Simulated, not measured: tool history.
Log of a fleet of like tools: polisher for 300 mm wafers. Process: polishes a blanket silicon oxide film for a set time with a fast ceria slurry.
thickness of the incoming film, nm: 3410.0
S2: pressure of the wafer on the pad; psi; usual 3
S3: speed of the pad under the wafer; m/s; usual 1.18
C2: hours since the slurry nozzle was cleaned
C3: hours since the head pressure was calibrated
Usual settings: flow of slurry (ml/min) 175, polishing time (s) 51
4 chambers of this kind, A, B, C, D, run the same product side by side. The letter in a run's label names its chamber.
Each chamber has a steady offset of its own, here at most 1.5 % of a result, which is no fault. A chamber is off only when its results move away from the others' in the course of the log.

run 1C day=0.321 | flow_of_slurry_(ml/min)=175 S2=3 S3=1.18 polishing_time_(s)=51 | wafers_polished_on_this_pad=189 C2=357.2 C3=184.9 | film_removed_(nm)=918.69
run 2D day=0.612 | flow_of_slurry_(ml/min)=175 S2=3 S3=1.18 polishing_time_(s)=51 | wafers_polished_on_this_pad=539 C2=342.3 C3=407.9 | film_removed_(nm)=910.56
-- day=0.825 chamber A: worn pad replaced by a new one
run 3B day=0.917 | flow_of_slurry_(ml/min)=175 S2=3 S3=1.18 polishing_time_(s)=51 | wafers_polished_on_this_pad=500 C2=366.2 C3=178.9 | film_removed_(nm)=931.36
run 4A day=1.271 | flow_of_slurry_(ml/min)=175 S2=3 S3=1.18 polishing_time_(s)=51 | wafers_polished_on_this_pad=138 C2=61.4 C3=618.3 | film_removed_(nm)=918.66
run 5B day=1.454 | flow_of_slurry_(ml/min)=175 S2=3 S3=1.18 polishing_time_(s)=51 | wafers_polished_on_this_pad=665 C2=379.1 C3=191.8 | film_removed_(nm)=940.03
run 6C day=1.683 | flow_of_slurry_(ml/min)=175 S2=3 S3=1.18 polishing_time_(s)=51 | wafers_polished_on_this_pad=609 C2=389.9 C3=217.6 | film_removed_(nm)=903.90
run 7A day=1.988 | flow_of_slurry_(ml/min)=175 S2=3 S3=1.18 polishing_time_(s)=51 | wafers_polished_on_this_pad=358 C2=78.6 C3=635.5 | film_removed_(nm)=913.20
run 8D day=2.279 | flow_of_slurry_(ml/min)=175 S2=3 S3=1.18 polishing_time_(s)=51 | wafers_polished_on_this_pad=1052 C2=382.3 C3=447.9 | film_removed_(nm)=919.09
run 9C day=2.492 | flow_of_slurry_(ml/min)=175 S2=3 S3=1.18 polishing_time_(s)=51 | wafers_polished_on_this_pad=857 C2=409.3 C3=237.0 | film_removed_(nm)=925.26
-- day=2.558 chamber C: slurry nozzle cleaned
-- day=2.579 chamber D: worn pad replaced by a new one
run 10D day=2.867 | flow_of_slurry_(ml/min)=175 S2=3 S3=1.18 polishing_time_(s)=51 | wafers_polished_on_this_pad=89 C2=396.4 C3=462.0 | film_removed_(nm)=914.40
run 11A day=3.208 | flow_of_slurry_(ml/min)=175 S2=3 S3=0.90 polishing_time_(s)=43 | wafers_polished_on_this_pad=734 C2=107.9 C3=664.8 | film_removed_(nm)=590.46
-- day=3.233 chamber A: worn pad replaced by a new one
run 12B day=3.571 | flow_of_slurry_(ml/min)=175 S2=3 S3=0.90 polishing_time_(s)=43 | wafers_polished_on_this_pad=1317 C2=429.9 C3=242.6 | film_removed_(nm)=586.42
-- day=3.600 chamber B: worn pad replaced by a new one
run 13C day=3.754 | flow_of_slurry_(ml/min)=175 S2=3 S3=0.90 polishing_time_(s)=43 | wafers_polished_on_this_pad=1246 C2=28.7 C3=267.3 | film_removed_(nm)=581.66
run 14D day=3.921 | flow_of_slurry_(ml/min)=175 S2=3 S3=0.90 polishing_time_(s)=43 | wafers_polished_on_this_pad=413 C2=421.7 C3=487.3 | film_removed_(nm)=574.34
run 15A day=4.188 | flow_of_slurry_(ml/min)=175 S2=3 S3=1.18 polishing_time_(s)=51 | wafers_polished_on_this_pad=294 C2=131.4 C3=688.3 | film_removed_(nm)=910.22
-- day=4.192 chamber C: worn pad replaced by a new one
run 16B day=4.392 | flow_of_slurry_(ml/min)=175 S2=3 S3=1.18 polishing_time_(s)=51 | wafers_polished_on_this_pad=244 C2=449.6 C3=262.3 | film_removed_(nm)=930.23
run 17B day=4.583 | flow_of_slurry_(ml/min)=145 S2=3 S3=1.18 polishing_time_(s)=51 | wafers_polished_on_this_pad=303 C2=454.2 C3=266.9 | film_removed_(nm)=909.15
run 18D day=4.904 | flow_of_slurry_(ml/min)=145 S2=3 S3=1.18 polishing_time_(s)=51 | wafers_polished_on_this_pad=716 C2=445.3 C3=510.9 | film_removed_(nm)=859.41
run 19C day=5.279 | flow_of_slurry_(ml/min)=145 S2=3 S3=1.18 polishing_time_(s)=51 | wafers_polished_on_this_pad=335 C2=65.3 C3=303.9 | film_removed_(nm)=889.06
run 20A day=5.508 | flow_of_slurry_(ml/min)=145 S2=3 S3=1.18 polishing_time_(s)=51 | wafers_polished_on_this_pad=701 C2=163.1 C3=720.0 | film_removed_(nm)=887.84
run 21A day=5.788 | flow_of_slurry_(ml/min)=175 S2=3 S3=1.18 polishing_time_(s)=51 | wafers_polished_on_this_pad=787 C2=169.8 C3=726.7 | film_removed_(nm)=919.58
-- day=5.871 chamber D: worn pad replaced by a new one
run 22D day=5.958 | flow_of_slurry_(ml/min)=175 S2=3 S3=1.18 polishing_time_(s)=51 | wafers_polished_on_this_pad=27 C2=470.6 C3=536.2 | film_removed_(nm)=877.58
run 23C day=6.246 | flow_of_slurry_(ml/min)=175 S2=3 S3=1.18 polishing_time_(s)=51 | wafers_polished_on_this_pad=633 C2=88.5 C3=327.1 | film_removed_(nm)=909.85
-- day=6.400 chamber A: worn pad replaced by a new one
run 24B day=6.558 | flow_of_slurry_(ml/min)=175 S2=3 S3=1.18 polishing_time_(s)=51 | wafers_polished_on_this_pad=911 C2=501.6 C3=314.3 | film_removed_(nm)=919.21
run 25A day=6.742 | flow_of_slurry_(ml/min)=215 S2=3 S3=0.96 polishing_time_(s)=51 | wafers_polished_on_this_pad=105 C2=192.7 C3=749.6 | film_removed_(nm)=770.59
run 26B day=6.971 | flow_of_slurry_(ml/min)=215 S2=3 S3=0.96 polishing_time_(s)=51 | wafers_polished_on_this_pad=1038 C2=511.5 C3=324.2 | film_removed_(nm)=772.68
run 27C day=7.317 | flow_of_slurry_(ml/min)=215 S2=3 S3=0.96 polishing_time_(s)=51 | wafers_polished_on_this_pad=963 C2=114.2 C3=352.8 | film_removed_(nm)=767.66
-- day=7.362 chamber B: worn pad replaced by a new one
run 28D day=7.600 | flow_of_slurry_(ml/min)=215 S2=3 S3=0.96 polishing_time_(s)=51 | wafers_polished_on_this_pad=532 C2=510.0 C3=575.6 | film_removed_(nm)=730.20
run 29B day=7.967 | flow_of_slurry_(ml/min)=130 S2=3 S3=1.18 polishing_time_(s)=51 | wafers_polished_on_this_pad=186 C2=535.4 C3=348.1 | film_removed_(nm)=867.03

Is one chamber off against the others, does the gauge drift, or is nothing wrong? If a chamber is off, say which, and what the likeliest cause is.

Chamber D drifts away from the others.
Cause: slurry flow missing at the pad, % = 29.5.
The log may not tell that from: head's pressure below its setpoint, %.

Here are 4 candidates for chamber D's next run, each the usual settings with a change, their results left as question marks. Which one brings its results back in line with what the others give on the usual settings?
In line means no further than this from the other chambers' mean on the usual settings: film removed (nm) 31.00
run 30D-1 day=8.238 | flow_of_slurry_(ml/min)=175 S2=3.0 S3=1.18 polishing_time_(s)=54 | film_removed_(nm)=?
run 30D-2 day=8.238 | flow_of_slurry_(ml/min)=175 S2=3.2 S3=1.18 polishing_time_(s)=54 | film_removed_(nm)=?
run 30D-3 day=8.238 | flow_of_slurry_(ml/min)=175 S2=2.8 S3=1.12 polishing_time_(s)=51 | film_removed_(nm)=?
run 30D-4 day=8.238 | flow_of_slurry_(ml/min)=175 S2=3.0 S3=1.18 polishing_time_(s)=48 | film_removed_(nm)=?

The other chambers' mean on the usual settings: film removed (nm) 917.59
run=30D-1 film_removed_(nm)=906.81
run=30D-2 film_removed_(nm)=967.87
run=30D-3 film_removed_(nm)=757.75
run=30D-4 film_removed_(nm)=806.06
30D-1 brings the chamber back in line.

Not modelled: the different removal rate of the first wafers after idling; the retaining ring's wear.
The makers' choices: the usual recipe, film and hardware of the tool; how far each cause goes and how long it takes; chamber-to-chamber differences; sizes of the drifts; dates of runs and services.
